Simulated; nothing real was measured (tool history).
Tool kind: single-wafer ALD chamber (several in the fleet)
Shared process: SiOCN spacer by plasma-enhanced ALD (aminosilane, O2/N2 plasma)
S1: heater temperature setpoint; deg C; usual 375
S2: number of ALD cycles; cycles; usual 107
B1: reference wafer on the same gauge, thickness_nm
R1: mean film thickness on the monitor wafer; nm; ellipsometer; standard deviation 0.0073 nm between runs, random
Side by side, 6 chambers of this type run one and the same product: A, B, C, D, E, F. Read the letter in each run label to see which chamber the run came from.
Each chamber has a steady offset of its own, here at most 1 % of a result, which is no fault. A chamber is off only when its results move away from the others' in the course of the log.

run	hour	S1	S2	B1	R1
# hour 1.6: chamber B: thermocouple changed; heater temperature recalibrated
1D	9.3	375	107	5.5197	6.4295
2C	15.7	375	107	5.5166	6.4962
3E	22	375	107	5.5177	6.3944
4A	34.1	375	107	5.5179	6.4341
5F	41.8	375	107	5.5172	6.4758
6B	51.7	375	107	5.5164	6.4317
7D	64.4	375	107	5.515	6.4208
8E	74.1	375	107	5.5146	6.3956
9F	82.1	375	107	5.5155	6.4672
10C	94.7	375	107	5.5148	6.4751
11A	103.6	375	107	5.5131	6.4305
12B	113.4	370	107	5.513	6.4242
13A	126.4	370	107	5.5114	6.4382
14F	135.7	370	107	5.5104	6.4653
15B	148.6	370	107	5.5098	6.4185
16D	158.4	370	107	5.5098	6.4313
17C	171.4	370	107	5.5094	6.4771
18E	184.4	375	107	5.5095	6.3939
19B	192	375	107	5.5077	6.4197
20A	198	375	107	5.5066	6.4303
21C	209	375	107	5.5067	6.4903
22E	217.8	375	107	5.5056	6.3686
23F	226.4	375	100	5.506	6.0505
24D	234.1	375	100	5.5046	5.9915
25E	246.1	375	100	5.5049	5.9653
26A	252.2	375	100	5.5029	5.9993
# hour 256.8: chamber F: thermocouple changed; heater temperature recalibrated
27F	261.9	375	100	5.503	6.0396
28C	271.8	375	100	5.5035	6.0453
29D	283.2	375	107	5.501	6.417
30B	294.1	375	107	5.5014	6.4062
31D	301.3	375	107	5.5008	6.4076
32E	313	375	107	5.4995	6.3672
33A	322	375	107	5.5001	6.4222
# hour 327.4: chamber A: thermocouple changed; heater temperature recalibrated
34C	330.2	375	107	5.4986	6.4693
35B	339.6	375	107	5.498	6.4061
36F	348.2	375	107	5.4964	6.4676
37F	360.6	375	107	5.4959	6.4712
38D	369.1	375	107	5.4966	6.4072
39A	375.2	375	107	5.4947	6.4128
40E	382.7	380	107	5.4949	6.3613

Has any chamber moved away from the others, gradually or after a service, or does the common gauge drift, or do the chambers differ only by their own small steady offsets? State the chamber and the most likely cause if one applies.

It is the gauge, not a chamber: its drift shows up in every chamber's results at once, and no chamber is off.
What lies behind it: gauge reads low (%) = 0.463.
